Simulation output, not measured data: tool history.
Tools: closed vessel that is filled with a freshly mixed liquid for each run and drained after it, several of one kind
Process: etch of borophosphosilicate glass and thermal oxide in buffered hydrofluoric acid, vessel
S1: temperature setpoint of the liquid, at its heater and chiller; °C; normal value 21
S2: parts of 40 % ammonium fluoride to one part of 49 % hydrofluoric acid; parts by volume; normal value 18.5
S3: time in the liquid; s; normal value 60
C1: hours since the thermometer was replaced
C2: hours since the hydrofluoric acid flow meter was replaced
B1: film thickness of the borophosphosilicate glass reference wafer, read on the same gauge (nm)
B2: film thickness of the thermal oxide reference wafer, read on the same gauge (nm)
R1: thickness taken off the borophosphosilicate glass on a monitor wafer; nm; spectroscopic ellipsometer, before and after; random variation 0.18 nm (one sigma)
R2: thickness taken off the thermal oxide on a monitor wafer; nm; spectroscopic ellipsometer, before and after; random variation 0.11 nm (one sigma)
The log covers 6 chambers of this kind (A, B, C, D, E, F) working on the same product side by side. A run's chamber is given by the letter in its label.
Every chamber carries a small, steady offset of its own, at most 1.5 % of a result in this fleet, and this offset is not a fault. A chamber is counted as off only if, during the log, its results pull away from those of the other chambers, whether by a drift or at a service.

{"run": "1C", "day": 0.158, "S1": 21, "S2": 18.5, "S3": 60, "C1": 666.2, "C2": 916.3, "B1": 150.05, "B2": 140, "R1": 53.163, "R2": 32.524}
{"run": "2E", "day": 0.438, "S1": 21, "S2": 18.5, "S3": 60, "C1": 470.1, "C2": 1157, "B1": 149.98, "B2": 139.98, "R1": 53.602, "R2": 32.613}
{"run": "3D", "day": 0.675, "S1": 21, "S2": 18.5, "S3": 60, "C1": 859.9, "C2": 1145.7, "B1": 150.01, "B2": 140.01, "R1": 53.931, "R2": 32.725}
{"run": "4A", "day": 0.921, "S1": 21, "S2": 18.5, "S3": 60, "C1": 871, "C2": 411.2, "B1": 150.03, "B2": 140, "R1": 53.953, "R2": 32.746}
{"run": "5F", "day": 1.208, "S1": 21, "S2": 18.5, "S3": 60, "C1": 2600.5, "C2": 649.4, "B1": 150.03, "B2": 140.01, "R1": 53.884, "R2": 32.643}
{"run": "6B", "day": 1.488, "S1": 21, "S2": 18.5, "S3": 60, "C1": 1581, "C2": 433, "B1": 149.99, "B2": 139.99, "R1": 53.32, "R2": 32.741}
{"run": "7C", "day": 1.708, "S1": 21, "S2": 18.5, "S3": 60, "C1": 703.4, "C2": 953.5, "B1": 150, "B2": 140.02, "R1": 52.895, "R2": 32.429}
{"run": "8B", "day": 1.929, "S1": 21, "S2": 15, "S3": 30, "C1": 1591.6, "C2": 443.6, "B1": 149.96, "B2": 140.03, "R1": 32.869, "R2": 20.24}
{"run": "9F", "day": 2.167, "S1": 21, "S2": 15, "S3": 30, "C1": 2623.5, "C2": 672.4, "B1": 149.98, "B2": 140.04, "R1": 33.14, "R2": 20.05}
{"run": "10E", "day": 2.433, "S1": 21, "S2": 15, "S3": 30, "C1": 518, "C2": 1204.9, "B1": 149.98, "B2": 140.02, "R1": 32.89, "R2": 20.062}
{"run": "11D", "day": 2.692, "S1": 21, "S2": 15, "S3": 30, "C1": 908.3, "C2": 1194.1, "B1": 150.02, "B2": 140.01, "R1": 33.293, "R2": 20.12}
{"run": "12A", "day": 2.971, "S1": 21, "S2": 15, "S3": 30, "C1": 920.2, "C2": 460.4, "B1": 150.06, "B2": 140, "R1": 33.043, "R2": 20.059}
{"run": "13C", "day": 3.104, "S1": 21, "S2": 15, "S3": 30, "C1": 736.9, "C2": 987, "B1": 150.03, "B2": 140.03, "R1": 32.525, "R2": 20.054}
{"run": "14D", "day": 3.238, "S1": 19, "S2": 18.5, "S3": 60, "C1": 921.4, "C2": 1207.2, "B1": 149.98, "B2": 139.95, "R1": 48.059, "R2": 29.2}
{"run": "15E", "day": 3.388, "S1": 19, "S2": 18.5, "S3": 60, "C1": 540.9, "C2": 1227.8, "B1": 150.01, "B2": 140.01, "R1": 47.981, "R2": 29.053}
{"run": "16B", "day": 3.658, "S1": 19, "S2": 18.5, "S3": 60, "C1": 1633.1, "C2": 485.1, "B1": 150, "B2": 140.02, "R1": 47.722, "R2": 29.366}
{"run": "17A", "day": 3.829, "S1": 19, "S2": 18.5, "S3": 60, "C1": 940.8, "C2": 481, "B1": 149.97, "B2": 139.98, "R1": 48.369, "R2": 29.162}
{"run": "18F", "day": 4.042, "S1": 19, "S2": 18.5, "S3": 60, "C1": 2668.5, "C2": 717.4, "B1": 150.03, "B2": 140.02, "R1": 48.237, "R2": 29.12}
{"run": "19A", "day": 4.212, "S1": 19, "S2": 18.5, "S3": 60, "C1": 950, "C2": 490.2, "B1": 150.01, "B2": 140.01, "R1": 48.088, "R2": 29.221}
{"run": "20F", "day": 4.429, "S1": 17, "S2": 18.5, "S3": 60, "C1": 2677.8, "C2": 726.7, "B1": 149.99, "B2": 140.01, "R1": 43.062, "R2": 26.197}
{"run": "21E", "day": 4.604, "S1": 17, "S2": 18.5, "S3": 60, "C1": 570.1, "C2": 1257, "B1": 150.01, "B2": 139.97, "R1": 42.613, "R2": 25.991}
{"run": "22C", "day": 4.858, "S1": 17, "S2": 18.5, "S3": 60, "C1": 779, "C2": 1029.1, "B1": 150.03, "B2": 140, "R1": 42.454, "R2": 26.113}
{"run": "23B", "day": 5.125, "S1": 17, "S2": 18.5, "S3": 60, "C1": 1668.3, "C2": 520.3, "B1": 150.02, "B2": 140, "R1": 42.611, "R2": 26.129}
{"run": "24D", "day": 5.371, "S1": 17, "S2": 18.5, "S3": 60, "C1": 972.6, "C2": 1258.4, "B1": 150.02, "B2": 140, "R1": 43.081, "R2": 26.041}
{"run": "25B", "day": 5.55, "S1": 17, "S2": 18.5, "S3": 60, "C1": 1678.5, "C2": 530.5, "B1": 150.02, "B2": 140, "R1": 42.608, "R2": 26.256}
{"run": "26E", "day": 5.704, "S1": 21, "S2": 18.5, "S3": 60, "C1": 596.5, "C2": 1283.4, "B1": 150.02, "B2": 139.99, "R1": 53.472, "R2": 32.364}
{"run": "27A", "day": 5.967, "S1": 21, "S2": 18.5, "S3": 60, "C1": 992.1, "C2": 532.3, "B1": 150.03, "B2": 140.02, "R1": 53.568, "R2": 32.65}
{"run": "28F", "day": 6.204, "S1": 21, "S2": 18.5, "S3": 60, "C1": 2720.4, "C2": 769.3, "B1": 150, "B2": 140, "R1": 54.028, "R2": 32.523}
{"run": "29D", "day": 6.375, "S1": 23, "S2": 18.5, "S3": 60, "C1": 996.7, "C2": 1282.5, "B1": 150.03, "B2": 139.95, "R1": 59.668, "R2": 36.36}
{"run": "30C", "day": 6.508, "S1": 23, "S2": 18.5, "S3": 60, "C1": 818.6, "C2": 1068.7, "B1": 150.01, "B2": 139.95, "R1": 58.834, "R2": 36.443}
{"run": "31D", "day": 6.783, "S1": 23, "S2": 18.5, "S3": 60, "C1": 1006.5, "C2": 1292.3, "B1": 149.98, "B2": 140.01, "R1": 59.871, "R2": 36.4}
{"run": "32C", "day": 6.946, "S1": 23, "S2": 18.5, "S3": 60, "C1": 829.1, "C2": 1079.2, "B1": 149.96, "B2": 139.97, "R1": 58.999, "R2": 36.26}
{"run": "33B", "day": 7.204, "S1": 23, "S2": 18.5, "S3": 60, "C1": 1718.2, "C2": 570.2, "B1": 150.02, "B2": 139.97, "R1": 59.205, "R2": 36.575}
{"run": "34A", "day": 7.342, "S1": 23, "S2": 18.5, "S3": 60, "C1": 1025.1, "C2": 565.3, "B1": 149.99, "B2": 140.02, "R1": 59.596, "R2": 36.454}
{"run": "35E", "day": 7.6, "S1": 21, "S2": 18.5, "S3": 60, "C1": 642, "C2": 1328.9, "B1": 150.02, "B2": 139.98, "R1": 53.643, "R2": 32.674}
{"run": "36F", "day": 7.762, "S1": 21, "S2": 13.5, "S3": 90, "C1": 2757.8, "C2": 806.7, "B1": 149.94, "B2": 140.01, "R1": 109.68, "R2": 66.38}
{"run": "37F", "day": 7.975, "S1": 21, "S2": 13.5, "S3": 90, "C1": 2762.9, "C2": 811.8, "B1": 149.99, "B2": 139.99, "R1": 109.56, "R2": 66.544}
{"run": "38C", "day": 8.108, "S1": 21, "S2": 13.5, "S3": 90, "C1": 857, "C2": 1107.1, "B1": 150.02, "B2": 139.99, "R1": 109.03, "R2": 66.815}
{"run": "39B", "day": 8.35, "S1": 21, "S2": 13.5, "S3": 90, "C1": 1745.7, "C2": 597.7, "B1": 150.02, "B2": 139.98, "R1": 109.53, "R2": 67.254}
{"run": "40D", "day": 8.479, "S1": 21, "S2": 13.5, "S3": 90, "C1": 1047.2, "C2": 1333, "B1": 150.03, "B2": 139.99, "R1": 110.49, "R2": 66.359}

The same settings go to every chamber for the next run, one line per chamber below. Forecast the results for each:
{"run": "41A", "day": 8.692, "S1": 24.5, "S2": 18.5, "S3": 60, "R1": "?", "R2": "?"}
{"run": "41B", "day": 8.692, "S1": 24.5, "S2": 18.5, "S3": 60, "R1": "?", "R2": "?"}
{"run": "41C", "day": 8.692, "S1": 24.5, "S2": 18.5, "S3": 60, "R1": "?", "R2": "?"}
{"run": "41D", "day": 8.692, "S1": 24.5, "S2": 18.5, "S3": 60, "R1": "?", "R2": "?"}
{"run": "41E", "day": 8.692, "S1": 24.5, "S2": 18.5, "S3": 60, "R1": "?", "R2": "?"}
{"run": "41F", "day": 8.692, "S1": 24.5, "S2": 18.5, "S3": 60, "R1": "?", "R2": "?"}

run=41A R1=64.872 R2=39.601
run=41B R1=64.174 R2=39.824
run=41C R1=63.922 R2=39.414
run=41D R1=64.676 R2=39.845
run=41E R1=64.907 R2=39.904
run=41F R1=64.911 R2=39.562
